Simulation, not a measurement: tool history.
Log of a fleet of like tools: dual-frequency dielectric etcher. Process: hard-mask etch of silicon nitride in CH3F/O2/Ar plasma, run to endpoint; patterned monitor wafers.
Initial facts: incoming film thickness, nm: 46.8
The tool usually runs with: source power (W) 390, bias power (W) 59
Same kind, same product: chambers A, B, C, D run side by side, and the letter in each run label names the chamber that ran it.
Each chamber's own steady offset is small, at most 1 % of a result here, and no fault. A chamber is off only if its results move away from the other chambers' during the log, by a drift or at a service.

run	hour	source power (W)	bias power (W)	hours since the last wet clean	hours since the last source power generator calibration	hours since the last bias power generator calibration	endpoint time (s)
1C	11.1	390	59	33.7	834.3	758.1	73.811
2D	16.8	390	59	491.2	980.8	317.1	72.3
3A	27.5	390	59	339.8	1907	1510.3	73.276
4B	35.6	390	59	228.7	2737.2	3528.3	73.774
5A	42.8	390	59	355.1	1922.3	1525.6	73.309
6C	50.3	390	59	72.9	873.5	797.3	74.088
7B	61.1	390	59	254.2	2762.7	3553.8	73.632
8D	70.1	390	59	544.5	1034.1	370.4	72.601
9B	79.6	390	59	272.7	2781.2	3572.3	74.156
# hour 83.5: chamber D: wet clean of the chamber
10A	88	390	59	400.3	1967.5	1570.8	72.891
11D	96.7	460	50	13.3	1060.7	397	71.806
12C	105	460	50	127.6	928.2	852	73.193
13A	109.8	460	50	422.1	1989.3	1592.6	72.305
14D	117.9	460	50	34.5	1081.9	418.2	71.502
15C	127	390	59	149.6	950.2	874	74.269
16B	137.5	390	59	330.6	2839.1	3630.2	73.926
17B	143.2	390	59	336.3	2844.8	3635.9	73.656
18D	148.4	390	59	65	1112.4	448.7	73.706
# hour 149.7: chamber B: wet clean of the chamber
19A	158	440	72	470.3	2037.5	1640.8	64.952
20C	168.8	440	72	191.4	992	915.8	65.935
# hour 171.3: chamber A: bias power generator calibrated
21B	177.8	440	72	28.1	2879.4	3670.5	65.784
# hour 181.4: chamber A: wet clean of the chamber
22A	188.2	440	72	6.8	2067.7	17	65.426
23C	195.2	390	59	217.8	1018.4	942.2	73.769
24D	203.5	390	59	120.1	1167.5	503.8	73.348
25B	214	390	59	64.3	2915.6	3706.7	72.955
26A	221.1	390	59	39.7	2100.6	49.9	73.485
27D	229.4	390	59	146	1193.4	529.7	72.974

Is one chamber off against the others, does the gauge drift, or is nothing wrong? If a chamber is off, say which, and what the likeliest cause is.

Neither any chamber nor the gauge drifts; the chambers differ only by their own small, steady offsets.
